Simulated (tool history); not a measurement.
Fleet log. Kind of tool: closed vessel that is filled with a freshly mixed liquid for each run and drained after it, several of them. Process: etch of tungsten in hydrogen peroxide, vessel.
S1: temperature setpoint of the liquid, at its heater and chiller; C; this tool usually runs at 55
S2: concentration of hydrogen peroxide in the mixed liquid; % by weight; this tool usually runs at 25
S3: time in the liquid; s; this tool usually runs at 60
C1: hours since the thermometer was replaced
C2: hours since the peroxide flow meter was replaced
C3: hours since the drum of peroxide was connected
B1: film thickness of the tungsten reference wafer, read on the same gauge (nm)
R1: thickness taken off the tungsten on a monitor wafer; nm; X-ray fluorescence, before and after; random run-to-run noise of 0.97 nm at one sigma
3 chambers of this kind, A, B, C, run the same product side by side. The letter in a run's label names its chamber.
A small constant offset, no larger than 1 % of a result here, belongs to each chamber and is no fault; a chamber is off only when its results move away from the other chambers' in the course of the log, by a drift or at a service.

run,hour,S1,S2,S3,C1,C2,C3,B1,R1
1C,5.6,55,25,60,690.7,1660.3,938.4,119.97,110.46
2B,15,55,25,60,556.4,144.8,233.9,119.98,114.56
3A,20.9,55,25,60,190.9,1071.1,812.7,120,113.02
4B,27.1,55,25,60,568.5,156.9,246,120,113.8
5A,35.9,55,25,60,205.9,1086.1,827.7,119.99,113.72
6C,42,55,25,60,727.1,1696.7,974.8,119.99,111.59
7B,52.7,55,25,60,594.1,182.5,271.6,120.02,113.29
8C,62.8,55,25,60,747.9,1717.5,995.6,120.01,112.01
9A,73,55,25,60,243,1123.2,864.8,120.01,112.84
10A,78.3,55,25,60,248.3,1128.5,870.1,120.01,111.72
11C,89.2,55,25,60,774.3,1743.9,1022,120.01,110.13
12B,98.6,55,25,60,640,228.4,317.5,120.02,113.94
13C,106.1,55,25,60,791.2,1760.8,1038.9,119.99,112.4
14A,116.8,55,25,60,286.8,1167,908.6,120,114.16
15B,123.5,55,25,60,664.9,253.3,342.4,120,113.85
16C,130.4,63.5,25,90,815.5,1785.1,1063.2,120,271.11
# hour 130.7: chamber C: new drum of peroxide connected
17B,137.8,63.5,25,90,679.2,267.6,356.7,120.02,277.86
# hour 142: chamber A: new drum of peroxide connected
18A,147.2,63.5,25,90,317.2,1197.4,5.2,120.01,272.55
19A,152,58.5,25,60,322,1202.2,10,120.02,136.87
# hour 154.6: chamber A: peroxide flow meter replaced
20B,162.2,58.5,25,60,703.6,292,381.1,120,138.62
21C,170.5,58.5,25,60,855.6,1825.2,39.9,119.98,134.74
22C,177.1,55,25,60,862.2,1831.8,46.5,120.02,109.11
23B,185.4,55,25,60,726.8,315.2,404.3,120,115.32
24A,196.3,55,25,60,366.3,41.7,54.3,119.98,113.99
25C,201.1,62,25,60,886.2,1855.8,70.5,120.02,164.27
26B,210,62,25,60,751.4,339.8,428.9,120.01,170.48
# hour 215.7: chamber C: peroxide flow meter replaced
27A,219.1,62,25,60,389.1,64.5,77.1,120.01,170.5
28C,228.2,55,25,60,913.3,12.5,97.6,120.03,108.55
29A,234.3,55,25,60,404.3,79.7,92.3,120.01,112.11
30B,243.6,55,21.5,60,785,373.4,462.5,120.01,106.45
31A,248.5,55,21.5,60,418.5,93.9,106.5,120.01,104.41
32C,256.7,55,21.5,60,941.8,41,126.1,120.01,98.969
33B,266.3,55,25,60,807.7,396.1,485.2,120.01,114.65
34C,273.2,55,25,60,958.3,57.5,142.6,119.98,107.15
# hour 278.8: chamber B: peroxide flow meter replaced
35B,282.8,55,25,60,824.2,4.1,501.7,119.99,113.75
36A,292.5,55,25,60,462.5,137.9,150.5,119.99,115.01
37C,298.1,55,25,60,983.2,82.4,167.5,119.99,106.59
38B,307,55,25,60,848.4,28.3,525.9,119.97,113.18
39A,312.5,55,25,60,482.5,157.9,170.5,119.99,113
40C,321,55,25,60,1006.1,105.3,190.4,120,106.21
41B,326.9,55,25,60,868.3,48.2,545.8,120,111.59
42A,331.8,55,25,60,501.8,177.2,189.8,120.01,112.96
43A,341.8,55,25,60,511.8,187.2,199.8,120.01,112.76

One chamber off, gauge drift, or nothing amiss beyond the chambers' own small offsets? If it is a chamber, which one, and what is the likeliest cause?

Chamber C drifts away from the others.
Most likely cause: liquid colder than its thermometer reads (K) = 1.19.

Below are 4 candidate recipes for chamber C's next run, each the usual settings with a change, their results shown as question marks. Which of them brings C's results back in line with what the other chambers give on the usual settings?
Allowed miss from the other chambers' usual-settings mean, per result, to count as in line: R1 3.4 nm
44C-1,349.8,52.5,24.5,60,,,,,?
44C-2,349.8,56.5,25,65,,,,,?
44C-3,349.8,55,25,55,,,,,?
44C-4,349.8,55,25.5,65,,,,,?

What the other chambers average on the usual settings: R1 113.37 nm
run,R1
44C-1,88.436
44C-2,122.91
44C-3,95.129
44C-4,113.55
Change 44C-4 lands the chamber within the allowed miss of the other chambers.
